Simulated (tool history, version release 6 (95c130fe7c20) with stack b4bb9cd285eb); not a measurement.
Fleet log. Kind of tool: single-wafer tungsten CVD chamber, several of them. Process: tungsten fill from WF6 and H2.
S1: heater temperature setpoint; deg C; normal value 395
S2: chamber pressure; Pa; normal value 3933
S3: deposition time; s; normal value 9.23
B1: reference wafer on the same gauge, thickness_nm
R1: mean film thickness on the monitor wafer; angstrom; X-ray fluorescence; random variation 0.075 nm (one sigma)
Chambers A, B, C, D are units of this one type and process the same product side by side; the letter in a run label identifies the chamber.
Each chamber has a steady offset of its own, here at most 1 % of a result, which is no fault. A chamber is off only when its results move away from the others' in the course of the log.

run,day,S1,S2,S3,B1,R1
1C,0.333,395,3933,9.23,22.597,243.51
2A,0.942,395,3933,9.23,22.602,239.16
3B,1.300,395,3933,9.23,22.599,238.98
4D,1.738,395,3933,9.23,22.603,238.48
5D,2.154,395,3933,7.54,22.591,194.21
6A,2.567,395,3933,7.54,22.608,197.22
7C,3.250,395,3933,7.54,22.595,199.39
8B,3.833,395,3933,7.54,22.597,194.50
9A,4.504,395,3933,9.23,22.595,239.63
10B,5.000,395,3933,9.23,22.613,240.98
11D,5.508,395,3933,9.23,22.581,239.44
12C,6.142,395,3933,9.23,22.616,242.59
13B,6.567,395,3933,9.23,22.588,240.14
14D,6.996,395,3933,9.23,22.611,239.22
15C,7.588,395,3933,9.23,22.597,242.46
16A,8.075,395,3933,9.23,22.614,239.76
17C,8.554,395,3933,9.23,22.590,242.88
18B,8.925,395,3933,9.23,22.580,238.53
19A,9.404,395,3933,9.23,22.597,240.73
20D,9.775,395,3933,9.23,22.598,236.82
21D,10.392,395,3933,9.23,22.589,236.72
22C,11.071,395,3933,9.23,22.589,242.61
23A,11.450,395,3933,9.23,22.618,239.64
24B,12.112,395,4480,8.28,22.606,228.83
25C,12.458,395,4480,8.28,22.607,231.36
26B,12.767,395,4480,8.28,22.601,227.30
27D,13.329,395,4480,8.28,22.596,224.83

Which is it: a chamber that has drifted or been left off by a service, a gauge drift common to all chambers, or only each chamber's usual small offset? If a chamber is off, name it and its likeliest cause.

One chamber, D, drifts off from the rest bit by bit.
Most likely cause: wafer temperature below the value expected at the setpoint (K) = 0.937.
Not necessarily distinguishable in this log from: true pressure below the setpoint (%).

Below are 4 candidate recipes for chamber D's next run, each the usual settings with a change, their results shown as question marks. Which of them brings D's results back in line with what the other chambers give on the usual settings?
Maximum distance from the other chambers' mean on the usual settings for a result to count as in line: R1 2.60 angstrom
28D-1,13.821,393,3880,9.23,,?
28D-2,13.821,395,4026,9.53,,?
28D-3,13.821,396,3960,9.23,,?
28D-4,13.821,395,3733,9.23,,?

Mean of the other chambers on the usual settings: R1 240.88 angstrom
run,R1
28D-1,224.89
28D-2,245.34
28D-3,240.12
28D-4,229.18
28D-3 puts the chamber back in line with the other chambers.

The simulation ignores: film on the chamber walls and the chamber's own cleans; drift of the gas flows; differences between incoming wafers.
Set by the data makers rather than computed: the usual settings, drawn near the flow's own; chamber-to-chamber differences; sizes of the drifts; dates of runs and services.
